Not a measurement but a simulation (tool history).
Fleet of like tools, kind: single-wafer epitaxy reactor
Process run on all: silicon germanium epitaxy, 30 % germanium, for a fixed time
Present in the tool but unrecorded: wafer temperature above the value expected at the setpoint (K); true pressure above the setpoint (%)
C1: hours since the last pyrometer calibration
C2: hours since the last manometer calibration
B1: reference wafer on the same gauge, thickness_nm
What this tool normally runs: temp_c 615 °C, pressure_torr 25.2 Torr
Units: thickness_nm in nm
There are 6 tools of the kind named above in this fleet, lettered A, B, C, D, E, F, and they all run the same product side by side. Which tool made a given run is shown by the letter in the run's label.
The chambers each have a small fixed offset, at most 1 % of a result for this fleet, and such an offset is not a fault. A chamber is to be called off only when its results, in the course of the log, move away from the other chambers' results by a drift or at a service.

run 1F hour=6.9 | temp_c=615 pressure_torr=25.2 | C1=1254.3 C2=206.9 | B1=71.398 | thickness_nm=84.278
run 2B hour=16.1 | temp_c=615 pressure_torr=25.2 | C1=253.9 C2=510.9 | B1=71.371 | thickness_nm=85.421
run 3C hour=23.8 | temp_c=615 pressure_torr=25.2 | C1=965.2 C2=797.3 | B1=71.409 | thickness_nm=85.189
run 4E hour=30.4 | temp_c=615 pressure_torr=25.2 | C1=737.1 C2=790.0 | B1=71.377 | thickness_nm=84.489
run 5D hour=40.5 | temp_c=615 pressure_torr=25.2 | C1=1122.5 C2=1008.4 | B1=71.397 | thickness_nm=84.978
run 6A hour=51.2 | temp_c=625 pressure_torr=25.2 | C1=156.7 C2=1404.4 | B1=71.424 | thickness_nm=99.985
run 7B hour=60.7 | temp_c=625 pressure_torr=25.2 | C1=298.5 C2=555.5 | B1=71.438 | thickness_nm=101.680
run 8A hour=75.2 | temp_c=625 pressure_torr=25.2 | C1=180.7 C2=1428.4 | B1=71.378 | thickness_nm=100.410
run 9E hour=89.7 | temp_c=625 pressure_torr=25.2 | C1=796.4 C2=849.3 | B1=71.364 | thickness_nm=100.790
run 10D hour=101.9 | temp_c=625 pressure_torr=25.2 | C1=1183.9 C2=1069.8 | B1=71.356 | thickness_nm=101.170
run 11F hour=109.7 | temp_c=625 pressure_torr=25.2 | C1=1357.1 C2=309.7 | B1=71.415 | thickness_nm=100.090
run 12C hour=116.3 | temp_c=615 pressure_torr=25.2 | C1=1057.7 C2=889.8 | B1=71.400 | thickness_nm=84.948
run 13B hour=125.3 | temp_c=615 pressure_torr=25.2 | C1=363.1 C2=620.1 | B1=71.424 | thickness_nm=85.350
-- hour=128.0 chamber D: pyrometer calibrated
run 14C hour=136.4 | temp_c=627 pressure_torr=27.3 | C1=1077.8 C2=909.9 | B1=71.401 | thickness_nm=108.010
run 15D hour=146.6 | temp_c=627 pressure_torr=27.3 | C1=18.6 C2=1114.5 | B1=71.441 | thickness_nm=109.590
run 16F hour=156.4 | temp_c=627 pressure_torr=27.3 | C1=1403.8 C2=356.4 | B1=71.392 | thickness_nm=107.350
run 17A hour=170.3 | temp_c=627 pressure_torr=27.3 | C1=275.8 C2=1523.5 | B1=71.420 | thickness_nm=106.710
run 18E hour=181.1 | temp_c=627 pressure_torr=27.3 | C1=887.8 C2=940.7 | B1=71.403 | thickness_nm=107.530
-- hour=193.8 chamber A: capacitance manometer re-zeroed and calibrated
run 19C hour=195.6 | temp_c=627 pressure_torr=27.3 | C1=1137.0 C2=969.1 | B1=71.428 | thickness_nm=108.120
run 20D hour=207.4 | temp_c=615 pressure_torr=25.2 | C1=79.4 C2=1175.3 | B1=71.355 | thickness_nm=86.434
-- hour=214.5 chamber C: pyrometer calibrated
run 21F hour=215.2 | temp_c=615 pressure_torr=25.2 | C1=1462.6 C2=415.2 | B1=71.384 | thickness_nm=84.019
-- hour=220.7 chamber F: pyrometer calibrated
run 22A hour=221.8 | temp_c=615 pressure_torr=25.2 | C1=327.3 C2=28.1 | B1=71.403 | thickness_nm=84.691
run 23E hour=233.7 | temp_c=615 pressure_torr=25.2 | C1=940.4 C2=993.3 | B1=71.388 | thickness_nm=84.748
run 24B hour=245.3 | temp_c=615 pressure_torr=25.2 | C1=483.1 C2=740.1 | B1=71.378 | thickness_nm=85.414
run 25A hour=251.6 | temp_c=615 pressure_torr=25.2 | C1=357.1 C2=57.9 | B1=71.451 | thickness_nm=84.668
run 26D hour=265.1 | temp_c=615 pressure_torr=25.2 | C1=137.1 C2=1233.0 | B1=71.418 | thickness_nm=86.705
run 27E hour=278.3 | temp_c=615 pressure_torr=25.2 | C1=985.0 C2=1037.9 | B1=71.403 | thickness_nm=84.646
run 28B hour=289.3 | temp_c=615 pressure_torr=25.2 | C1=527.1 C2=784.1 | B1=71.392 | thickness_nm=85.327
run 29F hour=299.0 | temp_c=615 pressure_torr=25.2 | C1=78.3 C2=499.0 | B1=71.403 | thickness_nm=84.311
run 30C hour=305.8 | temp_c=615 pressure_torr=25.2 | C1=91.4 C2=1079.3 | B1=71.414 | thickness_nm=85.367
run 31A hour=315.4 | temp_c=615 pressure_torr=25.2 | C1=420.9 C2=121.7 | B1=71.418 | thickness_nm=84.591
-- hour=315.6 chamber E: capacitance manometer re-zeroed and calibrated
run 32F hour=325.8 | temp_c=615 pressure_torr=25.2 | C1=105.1 C2=525.8 | B1=71.384 | thickness_nm=84.680
run 33C hour=340.4 | temp_c=615 pressure_torr=25.2 | C1=126.0 C2=1113.9 | B1=71.441 | thickness_nm=85.425
run 34B hour=350.4 | temp_c=615 pressure_torr=28.4 | C1=588.2 C2=845.2 | B1=71.398 | thickness_nm=89.445
run 35E hour=361.9 | temp_c=615 pressure_torr=28.4 | C1=1068.6 C2=46.3 | B1=71.426 | thickness_nm=89.047
run 36D hour=372.7 | temp_c=615 pressure_torr=28.4 | C1=244.7 C2=1340.6 | B1=71.349 | thickness_nm=90.834
run 37B hour=380.4 | temp_c=615 pressure_torr=28.4 | C1=618.2 C2=875.2 | B1=71.389 | thickness_nm=89.291
run 38A hour=387.7 | temp_c=615 pressure_torr=28.4 | C1=493.2 C2=194.0 | B1=71.399 | thickness_nm=88.536
run 39E hour=401.8 | temp_c=615 pressure_torr=28.4 | C1=1108.5 C2=86.2 | B1=71.379 | thickness_nm=88.812
run 40F hour=408.4 | temp_c=607 pressure_torr=25.2 | C1=187.7 C2=608.4 | B1=71.373 | thickness_nm=73.223
run 41C hour=421.5 | temp_c=607 pressure_torr=25.2 | C1=207.1 C2=1195.0 | B1=71.434 | thickness_nm=73.516

What goes on in this fleet: one chamber off, a drifting gauge, or nothing beyond the chambers' own small offsets? Name the chamber and the cause, if any.

A service on chamber D put it out of line with the rest.
Cause: wafer temperature above the value expected at the setpoint (K) = 1.12.

Chamber D could run next with any of the 4 candidate recipes listed below; each alters the usual settings, and their results appear as question marks. Which one brings its results back in line with what the other chambers deliver on the usual settings?
Maximum distance from the other chambers' mean on the usual settings for a result to count as in line: thickness_nm 0.700 nm
run 42D-1 hour=432.0 | temp_c=617 pressure_torr=25.2 | thickness_nm=?
run 42D-2 hour=432.0 | temp_c=613 pressure_torr=25.0 | thickness_nm=?
run 42D-3 hour=432.0 | temp_c=615 pressure_torr=26.5 | thickness_nm=?
run 42D-4 hour=432.0 | temp_c=615 pressure_torr=23.9 | thickness_nm=?

Mean of the other chambers on the usual settings: thickness_nm 84.714 nm
run=42D-1 thickness_nm=89.454
run=42D-2 thickness_nm=83.115
run=42D-3 thickness_nm=88.135
run=42D-4 thickness_nm=84.551
Change 42D-4 lands the chamber within the allowed miss of the other chambers.
